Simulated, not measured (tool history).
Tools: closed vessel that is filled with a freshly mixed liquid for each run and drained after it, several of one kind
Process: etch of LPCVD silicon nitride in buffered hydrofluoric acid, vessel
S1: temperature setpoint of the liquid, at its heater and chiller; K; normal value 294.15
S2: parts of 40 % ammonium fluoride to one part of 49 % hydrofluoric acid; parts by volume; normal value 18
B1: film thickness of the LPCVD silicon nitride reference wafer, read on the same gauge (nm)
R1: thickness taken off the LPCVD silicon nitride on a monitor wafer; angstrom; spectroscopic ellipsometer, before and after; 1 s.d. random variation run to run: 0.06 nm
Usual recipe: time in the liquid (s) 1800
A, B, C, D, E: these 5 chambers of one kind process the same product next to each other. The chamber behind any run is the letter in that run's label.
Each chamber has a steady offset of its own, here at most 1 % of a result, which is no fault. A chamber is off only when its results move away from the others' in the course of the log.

Run 1A, day 0.575: usual settings; B1 29.997. Result: R1 136.5 angstrom.
Run 2D, day 0.858: usual settings; B1 29.98. Result: R1 136.83 angstrom.
Run 3C, day 1.371: usual settings; B1 29.989. Result: R1 135.7 angstrom.
Run 4B, day 1.838: usual settings; B1 29.99. Result: R1 136.75 angstrom.
Run 5E, day 2.167: usual settings; B1 30.025. Result: R1 134.7 angstrom.
Run 6D, day 2.567: usual settings; B1 30.008. Result: R1 137.83 angstrom.
Run 7C, day 3.058: usual settings; B1 29.988. Result: R1 134.52 angstrom.
Run 8A, day 3.45: usual settings; B1 29.977. Result: R1 135.99 angstrom.
Run 9E, day 3.912: usual settings; B1 30.021. Result: R1 135.71 angstrom.
Run 10B, day 4.483: usual settings; B1 30.012. Result: R1 137.92 angstrom.
Run 11A, day 4.812: usual settings but S2 24.5 parts by volume; B1 30.024. Result: R1 106.01 angstrom.
Run 12C, day 5.217: usual settings but S2 24.5 parts by volume; B1 29.987. Result: R1 105.98 angstrom.
At day 5.408: chamber C: hydrofluoric acid flow meter replaced.
Run 13E, day 5.496: usual settings but S2 24.5 parts by volume; B1 30.025. Result: R1 105.14 angstrom.
Run 14D, day 5.992: usual settings but S2 24.5 parts by volume; B1 30.005. Result: R1 108.16 angstrom.
Run 15B, day 6.304: usual settings but S2 24.5 parts by volume; B1 30.002. Result: R1 108.28 angstrom.
Run 16D, day 6.729: usual settings; B1 30.001. Result: R1 136.3 angstrom.
Run 17A, day 7.317: usual settings; B1 30.008. Result: R1 136.76 angstrom.
Run 18E, day 7.867: usual settings but S2 13 parts by volume; B1 29.982. Result: R1 185.15 angstrom.
Run 19B, day 8.196: usual settings but S2 13 parts by volume; B1 30.019. Result: R1 194.14 angstrom.
Run 20C, day 8.538: usual settings but S2 13 parts by volume; B1 29.994. Result: R1 187.02 angstrom.
Run 21E, day 8.992: usual settings but S2 13 parts by volume; B1 30.025. Result: R1 185.91 angstrom.
Run 22B, day 9.438: usual settings but S2 13 parts by volume; B1 30.03. Result: R1 195.27 angstrom.
At day 9.442: chamber E: hydrofluoric acid flow meter replaced.
Run 23A, day 9.854: usual settings; B1 30.012. Result: R1 136.15 angstrom.
Run 24C, day 10.212: usual settings but S1 290.65 K, S2 15.5 parts by volume; B1 29.985. Result: R1 128.42 angstrom.
Run 25D, day 10.721: usual settings but S1 290.65 K, S2 15.5 parts by volume; B1 30.02. Result: R1 130.67 angstrom.
Run 26A, day 11.021: usual settings but S1 290.65 K, S2 15.5 parts by volume; B1 30.003. Result: R1 128.94 angstrom.
Run 27C, day 11.375: usual settings but S1 290.65 K, S2 15.5 parts by volume; B1 30.025. Result: R1 128.29 angstrom.
Run 28E, day 11.858: usual settings but S1 290.65 K, S2 15.5 parts by volume; B1 29.988. Result: R1 128.58 angstrom.
Run 29D, day 12.321: usual settings but S2 15.5 parts by volume; B1 30.032. Result: R1 159.45 angstrom.
Run 30B, day 12.742: usual settings but S2 15.5 parts by volume; B1 29.983. Result: R1 166.84 angstrom.

Which is it: a chamber that has drifted or been left off by a service, a gauge drift common to all chambers, or only each chamber's usual small offset? If a chamber is off, name it and its likeliest cause.

Little by little, chamber B moves away from the other chambers.
Most likely cause: hydrofluoric acid flow above the setpoint (%) = 6.05.
Not necessarily distinguishable in this log from: liquid hotter than its thermometer reads (K).

Here are 4 candidates for chamber B's next run, each the usual settings with a change, their results left as question marks. Which one brings its results back in line with what the others give on the usual settings?
Counts as in line when no further than this from what the other chambers average on the usual settings: R1 2.1 angstrom
Run 31B-1, day 13.179: usual settings but time in the liquid (s) 1745. Result: R1 ?.
Run 31B-2, day 13.179: usual settings but time in the liquid (s) 1685. Result: R1 ?.
Run 31B-3, day 13.179: usual settings but S2 17.5 parts by volume. Result: R1 ?.
Run 31B-4, day 13.179: usual settings but S2 17.5 parts by volume, time in the liquid (s) 1870. Result: R1 ?.

The other chambers' mean on the usual settings: R1 135.83 angstrom
  run      R1
31B-1  140.55
31B-2  135.71
31B-3  149.13
31B-4  154.92
It is 31B-2 that realigns the chamber with its peers.
